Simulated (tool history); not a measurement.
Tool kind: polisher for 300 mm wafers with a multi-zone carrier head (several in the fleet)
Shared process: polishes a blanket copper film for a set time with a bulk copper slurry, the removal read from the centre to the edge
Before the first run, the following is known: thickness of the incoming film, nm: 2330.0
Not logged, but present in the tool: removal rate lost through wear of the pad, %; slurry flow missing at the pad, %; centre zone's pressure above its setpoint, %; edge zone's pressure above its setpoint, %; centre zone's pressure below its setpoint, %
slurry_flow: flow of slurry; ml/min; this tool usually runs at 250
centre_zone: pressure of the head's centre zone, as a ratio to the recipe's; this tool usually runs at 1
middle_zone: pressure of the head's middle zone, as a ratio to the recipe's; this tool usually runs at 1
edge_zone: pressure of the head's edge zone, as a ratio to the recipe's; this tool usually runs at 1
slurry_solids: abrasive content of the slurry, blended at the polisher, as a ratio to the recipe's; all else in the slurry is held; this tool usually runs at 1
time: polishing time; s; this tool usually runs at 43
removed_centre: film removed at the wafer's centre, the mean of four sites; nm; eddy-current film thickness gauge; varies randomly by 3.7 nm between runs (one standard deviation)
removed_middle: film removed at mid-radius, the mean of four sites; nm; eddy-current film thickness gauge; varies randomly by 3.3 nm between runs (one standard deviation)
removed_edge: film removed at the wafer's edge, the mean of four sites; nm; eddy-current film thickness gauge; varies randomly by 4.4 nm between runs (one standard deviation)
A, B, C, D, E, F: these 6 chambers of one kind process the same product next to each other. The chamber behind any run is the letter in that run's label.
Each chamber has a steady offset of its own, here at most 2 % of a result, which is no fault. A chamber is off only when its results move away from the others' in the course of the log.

run,hour,slurry_flow,centre_zone,middle_zone,edge_zone,slurry_solids,time,wafers polished on this pad,hours since the slurry nozzle was cleaned,hours since the centre zone pressure was calibrated,hours since the edge zone pressure was calibrated,removed_centre,removed_middle,removed_edge
# hour 13.6: chamber F: worn pad replaced by a new one
1A,13.9,250,1,1,1,1,43,488,326.7,875.7,788.8,402.45,412.83,416
2D,28.2,250,1,1,1,1,43,814,244.7,389.4,726.6,398.54,409.28,401.72
# hour 39.1: chamber B: edge zone pressure recalibrated
3B,41.6,250,1,1,1,1,43,556,124.2,943.8,2.5,411.26,407.04,398.84
# hour 49.2: chamber C: worn pad replaced by a new one
4E,56,250,1,1,1,1,43,821,142.4,366,980,407.66,409.7,407.57
# hour 61.9: chamber D: worn pad replaced by a new one
5F,65.6,250,1,1,1,1,43,647,99.4,427.1,339.7,409.32,412.4,409.33
# hour 75.7: chamber B: worn pad replaced by a new one
# hour 76: chamber A: worn pad replaced by a new one
6C,78,250,1,1,1,1,43,359,460.7,455.5,829.7,404.62,413.05,410.7
7B,89.1,250,1,1,1,1,43,167,171.7,991.3,50,411.16,411.12,408.16
# hour 95.2: chamber F: worn pad replaced by a new one
8F,101.9,250,1,1,1,1,43,84,135.7,463.4,376,409.01,413.26,407.63
# hour 111.3: chamber E: worn pad replaced by a new one
9E,111.3,250,1,1,1,1,43,0,197.7,421.3,1035.3,410.37,409.55,405.57
# hour 117.9: chamber A: edge zone pressure recalibrated
10C,122.5,250,1,1,1,1,43,912,505.2,500,874.2,400.77,404.25,412.45
11A,129.9,250,1,1,1,1,43,671,442.7,991.7,12,409.74,403.88,414.89
# hour 135.4: chamber C: worn pad replaced by a new one
12D,145.2,250,1,1,1,1,43,1036,361.7,506.4,843.6,405.78,404.42,402.48
13F,157.7,250,1,1,1,1,57,778,191.5,519.2,431.8,542.78,543.84,551.41
# hour 166.5: chamber B: worn pad replaced by a new one
# hour 166.5: chamber D: worn pad replaced by a new one
14C,168,250,1,1,1,1,57,406,550.7,545.5,919.7,537.31,542.8,550.07
# hour 168.9: chamber A: worn pad replaced by a new one
15E,176.5,250,1,1,1,1,57,811,262.9,486.5,1100.5,535.23,527.81,548.76
# hour 180.8: chamber F: worn pad replaced by a new one
# hour 185.9: chamber D: edge zone pressure recalibrated
16A,190.7,250,1,1,1,1,57,272,503.5,1052.5,72.8,549.43,542.51,541.04
17B,200.6,250,1,1,1,1,57,425,283.2,1102.8,161.5,543.21,548.49,538.24
18D,208.7,250,1,1,1,1,57,526,425.2,569.9,22.9,530.44,528.95,535.89
# hour 209.6: chamber D: slurry nozzle cleaned
# hour 217.2: chamber F: slurry nozzle cleaned
19A,219,250,1,1,1,1,43,624,531.8,1080.8,101.1,409.37,411.9,407.24
# hour 227.8: chamber C: worn pad replaced by a new one
20E,230.8,250,1,1,1,1,43,1487,317.2,540.8,1154.8,407.75,404.58,400.84
# hour 238.1: chamber E: worn pad replaced by a new one
21B,245.6,250,1,1,1,1,43,985,328.2,1147.8,206.5,411.82,405.01,412.42
# hour 254.3: chamber E: slurry nozzle cleaned
# hour 256.8: chamber B: worn pad replaced by a new one
22F,256.9,250,1,1,1,1,43,947,39.8,618.4,531,404.77,414.52,405.63
# hour 257.6: chamber F: worn pad replaced by a new one
# hour 261.2: chamber B: centre zone pressure recalibrated
23D,266.4,250,1,1,1,1,43,1244,56.8,627.6,80.6,408.73,406.45,404.95
# hour 271.8: chamber D: worn pad replaced by a new one
24C,274,250,1,1,1,1,43,575,656.7,651.5,1025.7,394.69,411.83,408.35
# hour 281.4: chamber A: worn pad replaced by a new one
25A,284,250,1,1,1,1,43,33,596.8,1145.8,166.1,414.47,405.72,405.74
26E,295,250,1,1,1,1,43,708,40.7,605,1219,411.77,410.72,413.92
# hour 304.1: chamber F: edge zone pressure recalibrated
27D,305.8,250,1,1,1,1,43,423,96.2,667,120,402.33,411.93,407.35
# hour 306: chamber C: worn pad replaced by a new one
28F,318.3,250,1,1,1,1,43,756,101.2,679.8,14.2,406.52,417.22,406.59
# hour 327: chamber B: worn pad replaced by a new one
# hour 330.1: chamber E: edge zone pressure recalibrated
29C,332.5,250,1,1,1,1,43,330,715.2,710,1084.2,401.08,412.11,410.13
# hour 338.5: chamber F: worn pad replaced by a new one
# hour 343.9: chamber E: worn pad replaced by a new one
30B,345.5,250,1,1,1,1,43,231,428.1,84.3,306.4,438.04,409.69,409.25
# hour 352.7: chamber C: centre zone pressure recalibrated
# hour 353.4: chamber A: centre zone pressure recalibrated
# hour 357.2: chamber D: worn pad replaced by a new one
31E,357.4,250,1,1,1,1,43,168,103.1,667.4,27.4,410.09,414.33,405.07
32C,365.3,250,1,1,1.05,1,43,738,748,12.6,1117,408.22,409.04,419.62
# hour 377.8: chamber F: centre zone pressure recalibrated
33D,381,250,1,1,1.05,1,43,296,171.4,742.2,195.2,404.38,407.5,416.03
# hour 382.7: chamber A: worn pad replaced by a new one
34F,390.2,250,1,1,1.05,1,43,643,173.1,12.4,86.1,400.36,409.97,423.8
35B,404,250,1,1,1.05,1,43,959,486.6,142.8,364.9,434.01,403.93,427.1
36A,412.4,250,1,1,1.05,1,43,369,725.2,59.1,294.5,414.48,407.28,420.42

All 6 chambers run these settings next. Forecast each chamber's results:
37A,423.7,250,1,1,1,1,43,,,,,?,?,?
37B,423.7,250,1,1,1,1,43,,,,,?,?,?
37C,423.7,250,1,1,1,1,43,,,,,?,?,?
37D,423.7,250,1,1,1,1,43,,,,,?,?,?
37E,423.7,250,1,1,1,1,43,,,,,?,?,?
37F,423.7,250,1,1,1,1,43,,,,,?,?,?

run,removed_centre,removed_middle,removed_edge
37A,410,407.4,409.81
37B,425.27,404.91,409.87
37C,407.02,407.38,409.62
37D,414.38,408.03,405.23
37E,409.12,411.06,405
37F,402.84,412.91,404.9

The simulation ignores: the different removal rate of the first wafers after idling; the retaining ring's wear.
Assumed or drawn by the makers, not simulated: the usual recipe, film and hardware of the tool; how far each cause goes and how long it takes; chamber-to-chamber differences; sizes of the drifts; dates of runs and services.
